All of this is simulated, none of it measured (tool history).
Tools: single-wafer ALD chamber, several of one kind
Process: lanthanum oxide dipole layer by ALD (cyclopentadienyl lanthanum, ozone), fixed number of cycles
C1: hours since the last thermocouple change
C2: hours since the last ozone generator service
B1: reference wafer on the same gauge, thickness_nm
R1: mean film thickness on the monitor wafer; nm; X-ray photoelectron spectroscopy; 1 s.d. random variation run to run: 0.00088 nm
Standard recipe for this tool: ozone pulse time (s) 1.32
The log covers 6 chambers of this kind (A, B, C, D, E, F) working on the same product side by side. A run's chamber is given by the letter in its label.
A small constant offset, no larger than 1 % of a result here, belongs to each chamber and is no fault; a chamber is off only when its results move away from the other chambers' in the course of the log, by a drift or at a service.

Run 1E, hour 5.1: usual settings; C1 1365.3; C2 75.4; B1 0.57088. Result: R1 0.53568 nm.
Run 2A, hour 8.9: usual settings; C1 1642.0; C2 175.3; B1 0.57124. Result: R1 0.53860 nm.
Run 3D, hour 12.4: usual settings; C1 638.6; C2 528.9; B1 0.57113. Result: R1 0.53849 nm.
Run 4B, hour 15.4: usual settings; C1 863.1; C2 149.4; B1 0.57129. Result: R1 0.53429 nm.
Run 5F, hour 20.0: usual settings; C1 1208.3; C2 1942.4; B1 0.57172. Result: R1 0.53218 nm.
Run 6C, hour 22.8: usual settings; C1 1403.9; C2 280.1; B1 0.57150. Result: R1 0.53601 nm.
Run 7E, hour 26.7: usual settings; C1 1386.9; C2 97.0; B1 0.57205. Result: R1 0.53463 nm.
Run 8B, hour 31.2: usual settings; C1 878.9; C2 165.2; B1 0.57155. Result: R1 0.53416 nm.
Run 9C, hour 36.1: usual settings; C1 1417.2; C2 293.4; B1 0.57193. Result: R1 0.53793 nm.
Run 10F, hour 38.7: usual settings but ozone pulse time (s) 0.91; C1 1227.0; C2 1961.1; B1 0.57174. Result: R1 0.47982 nm.
At hour 42.1: chamber F: ozone generator serviced.
Run 11D, hour 42.7: usual settings but ozone pulse time (s) 0.91; C1 668.9; C2 559.2; B1 0.57193. Result: R1 0.48691 nm.
Run 12A, hour 47.0: usual settings but ozone pulse time (s) 0.91; C1 1680.1; C2 213.4; B1 0.57216. Result: R1 0.48451 nm.
Run 13A, hour 49.4: usual settings but ozone pulse time (s) 0.91; C1 1682.5; C2 215.8; B1 0.57222. Result: R1 0.48479 nm.
Run 14B, hour 52.8: usual settings but ozone pulse time (s) 0.91; C1 900.5; C2 186.8; B1 0.57227. Result: R1 0.48162 nm.
Run 15F, hour 55.5: usual settings but ozone pulse time (s) 0.91; C1 1243.8; C2 13.4; B1 0.57258. Result: R1 0.48219 nm.
Run 16D, hour 58.1: usual settings; C1 684.3; C2 574.6; B1 0.57231. Result: R1 0.54000 nm.
Run 17E, hour 61.9: usual settings but ozone pulse time (s) 0.88; C1 1422.1; C2 132.2; B1 0.57288. Result: R1 0.47646 nm.
Run 18C, hour 66.9: usual settings but ozone pulse time (s) 0.88; C1 1448.0; C2 324.2; B1 0.57263. Result: R1 0.48282 nm.
Run 19E, hour 71.3: usual settings but ozone pulse time (s) 0.88; C1 1431.5; C2 141.6; B1 0.57278. Result: R1 0.47802 nm.
Run 20C, hour 75.6: usual settings but ozone pulse time (s) 0.88; C1 1456.7; C2 332.9; B1 0.57266. Result: R1 0.48250 nm.
At hour 80.4: chamber F: thermocouple changed; heater temperature recalibrated.
Run 21B, hour 80.6: usual settings but ozone pulse time (s) 0.88; C1 928.3; C2 214.6; B1 0.57289. Result: R1 0.47640 nm.
Run 22F, hour 83.8: usual settings but ozone pulse time (s) 0.88; C1 3.4; C2 41.7; B1 0.57324. Result: R1 0.47614 nm.
Run 23D, hour 87.3: usual settings; C1 713.5; C2 603.8; B1 0.57308. Result: R1 0.53987 nm.
Run 24A, hour 90.3: usual settings; C1 1723.4; C2 256.7; B1 0.57346. Result: R1 0.53948 nm.
Run 25F, hour 93.3: usual settings; C1 12.9; C2 51.2; B1 0.57323. Result: R1 0.53441 nm.
Run 26D, hour 98.1: usual settings; C1 724.3; C2 614.6; B1 0.57354. Result: R1 0.54018 nm.
Run 27C, hour 102.2: usual settings but ozone pulse time (s) 1.56; C1 1483.3; C2 359.5; B1 0.57359. Result: R1 0.55452 nm.
Run 28E, hour 106.7: usual settings but ozone pulse time (s) 1.56; C1 1466.9; C2 177.0; B1 0.57399. Result: R1 0.55281 nm.
Run 29A, hour 109.9: usual settings but ozone pulse time (s) 1.56; C1 1743.0; C2 276.3; B1 0.57395. Result: R1 0.55530 nm.
Run 30B, hour 113.6: usual settings but ozone pulse time (s) 1.56; C1 961.3; C2 247.6; B1 0.57367. Result: R1 0.55250 nm.
Run 31A, hour 117.7: usual settings but ozone pulse time (s) 1.56; C1 1750.8; C2 284.1; B1 0.57373. Result: R1 0.55599 nm.
Run 32C, hour 120.1: usual settings but ozone pulse time (s) 1.56; C1 1501.2; C2 377.4; B1 0.57392. Result: R1 0.55541 nm.
Run 33E, hour 123.1: usual settings; C1 1483.3; C2 193.4; B1 0.57405. Result: R1 0.53838 nm.
Run 34B, hour 127.5: usual settings; C1 975.2; C2 261.5; B1 0.57397. Result: R1 0.53518 nm.
Run 35D, hour 131.6: usual settings; C1 757.8; C2 648.1; B1 0.57434. Result: R1 0.54128 nm.
Run 36F, hour 134.2: usual settings but ozone pulse time (s) 0.92; C1 53.8; C2 92.1; B1 0.57452. Result: R1 0.48519 nm.
Run 37B, hour 138.0: usual settings but ozone pulse time (s) 0.92; C1 985.7; C2 272.0; B1 0.57413. Result: R1 0.48543 nm.
Run 38E, hour 143.2: usual settings but ozone pulse time (s) 0.92; C1 1503.4; C2 213.5; B1 0.57477. Result: R1 0.48675 nm.
Run 39D, hour 145.7: usual settings but ozone pulse time (s) 0.92; C1 771.9; C2 662.2; B1 0.57450. Result: R1 0.49064 nm.
Run 40F, hour 148.0: usual settings but ozone pulse time (s) 0.92; C1 67.6; C2 105.9; B1 0.57472. Result: R1 0.48439 nm.
Run 41C, hour 150.3: usual settings but ozone pulse time (s) 0.92; C1 1531.4; C2 407.6; B1 0.57459. Result: R1 0.49287 nm.

Each of the 6 chambers runs these same settings next. Fill in every chamber's results:
Run 42A, hour 154.1: usual settings but ozone pulse time (s) 1.00. Result: R1 ?.
Run 42B, hour 154.1: usual settings but ozone pulse time (s) 1.00. Result: R1 ?.
Run 42C, hour 154.1: usual settings but ozone pulse time (s) 1.00. Result: R1 ?.
Run 42D, hour 154.1: usual settings but ozone pulse time (s) 1.00. Result: R1 ?.
Run 42E, hour 154.1: usual settings but ozone pulse time (s) 1.00. Result: R1 ?.
Run 42F, hour 154.1: usual settings but ozone pulse time (s) 1.00. Result: R1 ?.

run       R1
42A  0.50364
42B  0.49947
42C  0.50392
42D  0.50474
42E  0.50040
42F  0.49994

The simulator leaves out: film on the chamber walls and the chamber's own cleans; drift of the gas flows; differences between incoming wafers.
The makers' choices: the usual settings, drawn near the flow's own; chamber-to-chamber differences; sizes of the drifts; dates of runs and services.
